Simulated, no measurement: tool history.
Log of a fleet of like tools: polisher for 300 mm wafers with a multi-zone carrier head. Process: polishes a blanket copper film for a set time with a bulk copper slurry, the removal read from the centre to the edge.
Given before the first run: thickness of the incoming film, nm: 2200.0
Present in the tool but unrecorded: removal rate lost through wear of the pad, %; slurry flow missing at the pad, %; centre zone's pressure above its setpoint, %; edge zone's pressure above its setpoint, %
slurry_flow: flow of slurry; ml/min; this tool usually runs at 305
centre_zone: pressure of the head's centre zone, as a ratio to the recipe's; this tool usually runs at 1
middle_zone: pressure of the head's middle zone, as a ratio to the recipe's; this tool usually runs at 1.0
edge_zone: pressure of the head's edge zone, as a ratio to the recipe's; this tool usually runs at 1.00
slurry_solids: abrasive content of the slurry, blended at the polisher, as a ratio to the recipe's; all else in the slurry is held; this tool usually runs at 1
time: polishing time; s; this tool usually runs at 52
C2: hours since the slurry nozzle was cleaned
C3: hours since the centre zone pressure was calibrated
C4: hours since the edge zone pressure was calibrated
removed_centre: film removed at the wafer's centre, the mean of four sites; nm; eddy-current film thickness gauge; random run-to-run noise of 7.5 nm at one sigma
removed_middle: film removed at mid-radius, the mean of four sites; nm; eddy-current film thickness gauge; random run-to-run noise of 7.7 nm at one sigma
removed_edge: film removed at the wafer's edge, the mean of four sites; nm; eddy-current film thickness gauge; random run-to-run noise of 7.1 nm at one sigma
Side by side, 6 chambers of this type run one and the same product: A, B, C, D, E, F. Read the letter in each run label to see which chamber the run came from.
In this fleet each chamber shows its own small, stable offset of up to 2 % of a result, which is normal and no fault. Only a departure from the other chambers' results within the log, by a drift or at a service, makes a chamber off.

{"run": "1B", "hour": 11.4, "slurry_flow": 305, "centre_zone": 1, "middle_zone": 1.0, "edge_zone": 1.0, "slurry_solids": 1, "time": 52, "wafers polished on this pad": 292, "C2": 215.1, "C3": 150.4, "C4": 503.8, "removed_centre": 545.66, "removed_middle": 546.31, "removed_edge": 556.77}
{"run": "2A", "hour": 20.2, "slurry_flow": 305, "centre_zone": 1, "middle_zone": 1.0, "edge_zone": 1.0, "slurry_solids": 1, "time": 52, "wafers polished on this pad": 1017, "C2": 685.0, "C3": 461.1, "C4": 250.5, "removed_centre": 556.28, "removed_middle": 538.77, "removed_edge": 559.93}
{"hour": 25.8, "done": "chamber A: slurry nozzle cleaned"}
{"run": "3C", "hour": 31.9, "slurry_flow": 305, "centre_zone": 1, "middle_zone": 1.0, "edge_zone": 1.0, "slurry_solids": 1, "time": 52, "wafers polished on this pad": 331, "C2": 471.1, "C3": 35.4, "C4": 397.6, "removed_centre": 547.67, "removed_middle": 555.85, "removed_edge": 543.05}
{"hour": 39.8, "done": "chamber E: worn pad replaced by a new one"}
{"run": "4E", "hour": 42.4, "slurry_flow": 305, "centre_zone": 1, "middle_zone": 1.0, "edge_zone": 1.0, "slurry_solids": 1, "time": 52, "wafers polished on this pad": 26, "C2": 112.1, "C3": 643.9, "C4": 479.3, "removed_centre": 555.83, "removed_middle": 557.4, "removed_edge": 542.97}
{"run": "5D", "hour": 48.5, "slurry_flow": 305, "centre_zone": 1, "middle_zone": 1.0, "edge_zone": 1.0, "slurry_solids": 1, "time": 52, "wafers polished on this pad": 726, "C2": 375.0, "C3": 274.8, "C4": 921.1, "removed_centre": 550.42, "removed_middle": 544.17, "removed_edge": 553.06}
{"run": "6F", "hour": 54.1, "slurry_flow": 305, "centre_zone": 1, "middle_zone": 1.0, "edge_zone": 1.0, "slurry_solids": 1, "time": 52, "wafers polished on this pad": 1347, "C2": 230.7, "C3": 611.2, "C4": 908.0, "removed_centre": 560.55, "removed_middle": 541.43, "removed_edge": 547.71}
{"hour": 61.1, "done": "chamber F: worn pad replaced by a new one"}
{"run": "7F", "hour": 62.4, "slurry_flow": 305, "centre_zone": 1, "middle_zone": 1.0, "edge_zone": 1.0, "slurry_solids": 1, "time": 52, "wafers polished on this pad": 13, "C2": 239.0, "C3": 619.5, "C4": 916.3, "removed_centre": 537.93, "removed_middle": 539.04, "removed_edge": 542.24}
{"hour": 67.6, "done": "chamber A: worn pad replaced by a new one"}
{"run": "8D", "hour": 72.9, "slurry_flow": 305, "centre_zone": 1, "middle_zone": 1.0, "edge_zone": 1.0, "slurry_solids": 1, "time": 52, "wafers polished on this pad": 970, "C2": 399.4, "C3": 299.2, "C4": 945.5, "removed_centre": 547.33, "removed_middle": 532.82, "removed_edge": 535.9}
{"hour": 77.2, "done": "chamber C: worn pad replaced by a new one"}
{"run": "9C", "hour": 82.5, "slurry_flow": 305, "centre_zone": 1, "middle_zone": 1.0, "edge_zone": 0.92, "slurry_solids": 1, "time": 52, "wafers polished on this pad": 52, "C2": 521.7, "C3": 86.0, "C4": 448.2, "removed_centre": 534.09, "removed_middle": 555.11, "removed_edge": 516.41}
{"run": "10E", "hour": 88.5, "slurry_flow": 305, "centre_zone": 1, "middle_zone": 1.0, "edge_zone": 0.92, "slurry_solids": 1, "time": 52, "wafers polished on this pad": 487, "C2": 158.2, "C3": 690.0, "C4": 525.4, "removed_centre": 550.09, "removed_middle": 544.4, "removed_edge": 521.52}
{"hour": 89.2, "done": "chamber E: centre zone pressure recalibrated"}
{"run": "11A", "hour": 99.2, "slurry_flow": 305, "centre_zone": 1, "middle_zone": 1.0, "edge_zone": 0.92, "slurry_solids": 1, "time": 52, "wafers polished on this pad": 316, "C2": 73.5, "C3": 540.1, "C4": 329.5, "removed_centre": 537.89, "removed_middle": 550.47, "removed_edge": 540.71}
{"hour": 100.2, "done": "chamber B: worn pad replaced by a new one"}
{"hour": 103.4, "done": "chamber A: centre zone pressure recalibrated"}
{"hour": 104.2, "done": "chamber E: worn pad replaced by a new one"}
{"run": "12B", "hour": 108.9, "slurry_flow": 305, "centre_zone": 1, "middle_zone": 1.0, "edge_zone": 0.92, "slurry_solids": 1, "time": 52, "wafers polished on this pad": 87, "C2": 312.6, "C3": 247.9, "C4": 601.3, "removed_centre": 545.63, "removed_middle": 552.31, "removed_edge": 523.81}
{"hour": 114.8, "done": "chamber D: slurry nozzle cleaned"}
{"run": "13B", "hour": 116.2, "slurry_flow": 305, "centre_zone": 1, "middle_zone": 1.0, "edge_zone": 0.92, "slurry_solids": 1, "time": 52, "wafers polished on this pad": 160, "C2": 319.9, "C3": 255.2, "C4": 608.6, "removed_centre": 537.57, "removed_middle": 542.87, "removed_edge": 522.84}
{"hour": 122.4, "done": "chamber B: slurry nozzle cleaned"}
{"run": "14A", "hour": 122.5, "slurry_flow": 305, "centre_zone": 1, "middle_zone": 1.0, "edge_zone": 0.92, "slurry_solids": 1, "time": 52, "wafers polished on this pad": 549, "C2": 96.8, "C3": 19.2, "C4": 352.8, "removed_centre": 557.97, "removed_middle": 541.13, "removed_edge": 539.97}
{"run": "15F", "hour": 133.2, "slurry_flow": 305, "centre_zone": 1, "middle_zone": 1.0, "edge_zone": 1.0, "slurry_solids": 1, "time": 52, "wafers polished on this pad": 720, "C2": 309.8, "C3": 690.3, "C4": 987.1, "removed_centre": 564.78, "removed_middle": 545.57, "removed_edge": 544.79}
{"hour": 140.1, "done": "chamber D: edge zone pressure recalibrated"}
{"run": "16D", "hour": 143.0, "slurry_flow": 305, "centre_zone": 1, "middle_zone": 1.0, "edge_zone": 1.0, "slurry_solids": 1, "time": 52, "wafers polished on this pad": 1671, "C2": 28.3, "C3": 369.3, "C4": 2.9, "removed_centre": 540.57, "removed_middle": 526.58, "removed_edge": 538.57}
{"hour": 143.7, "done": "chamber F: centre zone pressure recalibrated"}
{"run": "17E", "hour": 154.7, "slurry_flow": 305, "centre_zone": 1, "middle_zone": 1.0, "edge_zone": 1.0, "slurry_solids": 1, "time": 52, "wafers polished on this pad": 505, "C2": 224.4, "C3": 65.5, "C4": 591.6, "removed_centre": 554.04, "removed_middle": 531.83, "removed_edge": 543.22}
{"hour": 158.0, "done": "chamber C: worn pad replaced by a new one"}
{"run": "18C", "hour": 163.1, "slurry_flow": 305, "centre_zone": 1, "middle_zone": 1.0, "edge_zone": 1.0, "slurry_solids": 1, "time": 52, "wafers polished on this pad": 51, "C2": 602.3, "C3": 166.6, "C4": 528.8, "removed_centre": 553.96, "removed_middle": 549.39, "removed_edge": 536.83}
{"hour": 170.5, "done": "chamber E: worn pad replaced by a new one"}
{"run": "19D", "hour": 173.5, "slurry_flow": 305, "centre_zone": 1, "middle_zone": 1.0, "edge_zone": 1.0, "slurry_solids": 1, "time": 52, "wafers polished on this pad": 1976, "C2": 58.8, "C3": 399.8, "C4": 33.4, "removed_centre": 528.34, "removed_middle": 528.26, "removed_edge": 526.87}
{"run": "20B", "hour": 180.5, "slurry_flow": 305, "centre_zone": 1, "middle_zone": 1.0, "edge_zone": 1.0, "slurry_solids": 1, "time": 52, "wafers polished on this pad": 802, "C2": 58.2, "C3": 319.5, "C4": 672.9, "removed_centre": 542.06, "removed_middle": 541.72, "removed_edge": 564.3}
{"run": "21A", "hour": 192.7, "slurry_flow": 305, "centre_zone": 1, "middle_zone": 1.0, "edge_zone": 1.0, "slurry_solids": 1, "time": 52, "wafers polished on this pad": 1250, "C2": 167.0, "C3": 89.4, "C4": 423.0, "removed_centre": 549.4, "removed_middle": 537.96, "removed_edge": 558.76}
{"run": "22F", "hour": 204.2, "slurry_flow": 305, "centre_zone": 1, "middle_zone": 1.0, "edge_zone": 1.0, "slurry_solids": 1, "time": 52, "wafers polished on this pad": 1430, "C2": 380.8, "C3": 60.6, "C4": 1058.1, "removed_centre": 546.77, "removed_middle": 539.67, "removed_edge": 540.1}
{"hour": 209.0, "done": "chamber A: worn pad replaced by a new one"}
{"run": "23C", "hour": 210.3, "slurry_flow": 305, "centre_zone": 1, "middle_zone": 1.0, "edge_zone": 1.0, "slurry_solids": 1, "time": 52, "wafers polished on this pad": 522, "C2": 649.5, "C3": 213.8, "C4": 576.0, "removed_centre": 534.16, "removed_middle": 541.48, "removed_edge": 530.66}
{"hour": 212.7, "done": "chamber B: worn pad replaced by a new one"}
{"run": "24E", "hour": 217.2, "slurry_flow": 305, "centre_zone": 1, "middle_zone": 1.0, "edge_zone": 1.0, "slurry_solids": 1, "time": 52, "wafers polished on this pad": 467, "C2": 286.9, "C3": 128.0, "C4": 654.1, "removed_centre": 546.27, "removed_middle": 544.35, "removed_edge": 544.0}
{"run": "25C", "hour": 223.1, "slurry_flow": 305, "centre_zone": 1, "middle_zone": 1.0, "edge_zone": 1.0, "slurry_solids": 1, "time": 52, "wafers polished on this pad": 650, "C2": 662.3, "C3": 226.6, "C4": 588.8, "removed_centre": 550.97, "removed_middle": 538.78, "removed_edge": 528.11}
{"hour": 227.2, "done": "chamber F: worn pad replaced by a new one"}
{"run": "26B", "hour": 234.4, "slurry_flow": 355, "centre_zone": 1, "middle_zone": 1.0, "edge_zone": 0.93, "slurry_solids": 1, "time": 52, "wafers polished on this pad": 217, "C2": 112.1, "C3": 373.4, "C4": 726.8, "removed_centre": 551.01, "removed_middle": 553.22, "removed_edge": 536.22}
{"hour": 235.2, "done": "chamber C: slurry nozzle cleaned"}
{"hour": 237.0, "done": "chamber E: worn pad replaced by a new one"}
{"hour": 240.7, "done": "chamber C: worn pad replaced by a new one"}
{"run": "27D", "hour": 242.7, "slurry_flow": 355, "centre_zone": 1, "middle_zone": 1.0, "edge_zone": 0.93, "slurry_solids": 1, "time": 52, "wafers polished on this pad": 2667, "C2": 128.0, "C3": 469.0, "C4": 102.6, "removed_centre": 514.29, "removed_middle": 521.26, "removed_edge": 500.42}
{"run": "28F", "hour": 251.8, "slurry_flow": 355, "centre_zone": 1, "middle_zone": 1.0, "edge_zone": 0.93, "slurry_solids": 1, "time": 52, "wafers polished on this pad": 246, "C2": 428.4, "C3": 108.2, "C4": 1105.7, "removed_centre": 547.43, "removed_middle": 536.98, "removed_edge": 529.02}
{"run": "29E", "hour": 261.0, "slurry_flow": 355, "centre_zone": 1, "middle_zone": 1.0, "edge_zone": 0.93, "slurry_solids": 1, "time": 52, "wafers polished on this pad": 240, "C2": 330.7, "C3": 171.8, "C4": 697.9, "removed_centre": 543.88, "removed_middle": 561.86, "removed_edge": 530.77}
{"run": "30A", "hour": 273.4, "slurry_flow": 355, "centre_zone": 1, "middle_zone": 1.0, "edge_zone": 0.93, "slurry_solids": 1, "time": 52, "wafers polished on this pad": 644, "C2": 247.7, "C3": 170.1, "C4": 503.7, "removed_centre": 564.76, "removed_middle": 540.3, "removed_edge": 540.78}
{"run": "31D", "hour": 283.6, "slurry_flow": 355, "centre_zone": 1, "middle_zone": 1.0, "edge_zone": 0.93, "slurry_solids": 1, "time": 52, "wafers polished on this pad": 3076, "C2": 168.9, "C3": 509.9, "C4": 143.5, "removed_centre": 523.62, "removed_middle": 508.46, "removed_edge": 492.25}
{"run": "32F", "hour": 295.7, "slurry_flow": 305, "centre_zone": 1, "middle_zone": 1.0, "edge_zone": 1.0, "slurry_solids": 1, "time": 52, "wafers polished on this pad": 685, "C2": 472.3, "C3": 152.1, "C4": 1149.6, "removed_centre": 552.34, "removed_middle": 531.76, "removed_edge": 539.7}
{"run": "33A", "hour": 307.9, "slurry_flow": 305, "centre_zone": 1, "middle_zone": 1.0, "edge_zone": 1.0, "slurry_solids": 1, "time": 52, "wafers polished on this pad": 989, "C2": 282.2, "C3": 204.6, "C4": 538.2, "removed_centre": 537.76, "removed_middle": 552.64, "removed_edge": 556.87}
{"hour": 308.0, "done": "chamber E: worn pad replaced by a new one"}
{"hour": 315.0, "done": "chamber C: worn pad replaced by a new one"}
{"run": "34C", "hour": 316.1, "slurry_flow": 305, "centre_zone": 1, "middle_zone": 1.0, "edge_zone": 1.0, "slurry_solids": 1, "time": 52, "wafers polished on this pad": 11, "C2": 80.9, "C3": 319.6, "C4": 681.8, "removed_centre": 552.91, "removed_middle": 529.28, "removed_edge": 529.44}
{"run": "35E", "hour": 321.9, "slurry_flow": 305, "centre_zone": 1, "middle_zone": 1.0, "edge_zone": 1.0, "slurry_solids": 1, "time": 52, "wafers polished on this pad": 139, "C2": 391.6, "C3": 232.7, "C4": 758.8, "removed_centre": 562.39, "removed_middle": 545.81, "removed_edge": 555.46}
{"run": "36B", "hour": 334.8, "slurry_flow": 305, "centre_zone": 1, "middle_zone": 1.0, "edge_zone": 1.0, "slurry_solids": 1, "time": 52, "wafers polished on this pad": 1220, "C2": 212.5, "C3": 473.8, "C4": 827.2, "removed_centre": 541.86, "removed_middle": 537.69, "removed_edge": 544.91}
{"hour": 342.5, "done": "chamber B: worn pad replaced by a new one"}
{"run": "37B", "hour": 345.9, "slurry_flow": 305, "centre_zone": 1, "middle_zone": 1.0, "edge_zone": 1.0, "slurry_solids": 1, "time": 52, "wafers polished on this pad": 34, "C2": 223.6, "C3": 484.9, "C4": 838.3, "removed_centre": 549.67, "removed_middle": 560.96, "removed_edge": 546.91}
{"hour": 353.5, "done": "chamber F: worn pad replaced by a new one"}
{"run": "38D", "hour": 354.4, "slurry_flow": 305, "centre_zone": 1, "middle_zone": 0.9, "edge_zone": 1.0, "slurry_solids": 1, "time": 52, "wafers polished on this pad": 3783, "C2": 239.7, "C3": 580.7, "C4": 214.3, "removed_centre": 498.52, "removed_middle": 440.39, "removed_edge": 489.51}
{"run": "39F", "hour": 360.9, "slurry_flow": 305, "centre_zone": 1, "middle_zone": 0.9, "edge_zone": 1.0, "slurry_solids": 1, "time": 52, "wafers polished on this pad": 74, "C2": 537.5, "C3": 217.3, "C4": 1214.8, "removed_centre": 523.54, "removed_middle": 481.52, "removed_edge": 545.44}
{"run": "40C", "hour": 373.6, "slurry_flow": 305, "centre_zone": 1, "middle_zone": 0.9, "edge_zone": 1.0, "slurry_solids": 1, "time": 52, "wafers polished on this pad": 586, "C2": 138.4, "C3": 377.1, "C4": 739.3, "removed_centre": 546.54, "removed_middle": 488.08, "removed_edge": 542.63}

Next, all 6 chambers run the settings below, one line each with question marks for the results. What does each chamber give?
{"run": "41A", "hour": 382.9, "slurry_flow": 305, "centre_zone": 1, "middle_zone": 1.0, "edge_zone": 1.0, "slurry_solids": 1, "time": 44, "removed_centre": "?", "removed_middle": "?", "removed_edge": "?"}
{"run": "41B", "hour": 382.9, "slurry_flow": 305, "centre_zone": 1, "middle_zone": 1.0, "edge_zone": 1.0, "slurry_solids": 1, "time": 44, "removed_centre": "?", "removed_middle": "?", "removed_edge": "?"}
{"run": "41C", "hour": 382.9, "slurry_flow": 305, "centre_zone": 1, "middle_zone": 1.0, "edge_zone": 1.0, "slurry_solids": 1, "time": 44, "removed_centre": "?", "removed_middle": "?", "removed_edge": "?"}
{"run": "41D", "hour": 382.9, "slurry_flow": 305, "centre_zone": 1, "middle_zone": 1.0, "edge_zone": 1.0, "slurry_solids": 1, "time": 44, "removed_centre": "?", "removed_middle": "?", "removed_edge": "?"}
{"run": "41E", "hour": 382.9, "slurry_flow": 305, "centre_zone": 1, "middle_zone": 1.0, "edge_zone": 1.0, "slurry_solids": 1, "time": 44, "removed_centre": "?", "removed_middle": "?", "removed_edge": "?"}
{"run": "41F", "hour": 382.9, "slurry_flow": 305, "centre_zone": 1, "middle_zone": 1.0, "edge_zone": 1.0, "slurry_solids": 1, "time": 44, "removed_centre": "?", "removed_middle": "?", "removed_edge": "?"}

run=41A removed_centre=456.14 removed_middle=470.26 removed_edge=463.35
run=41B removed_centre=453.21 removed_middle=469.86 removed_edge=460.11
run=41C removed_centre=471.28 removed_middle=466.52 removed_edge=447.78
run=41D removed_centre=416.42 removed_middle=414.36 removed_edge=413.24
run=41E removed_centre=456.74 removed_middle=472.16 removed_edge=465.42
run=41F removed_centre=461.15 removed_middle=444.83 removed_edge=456.55

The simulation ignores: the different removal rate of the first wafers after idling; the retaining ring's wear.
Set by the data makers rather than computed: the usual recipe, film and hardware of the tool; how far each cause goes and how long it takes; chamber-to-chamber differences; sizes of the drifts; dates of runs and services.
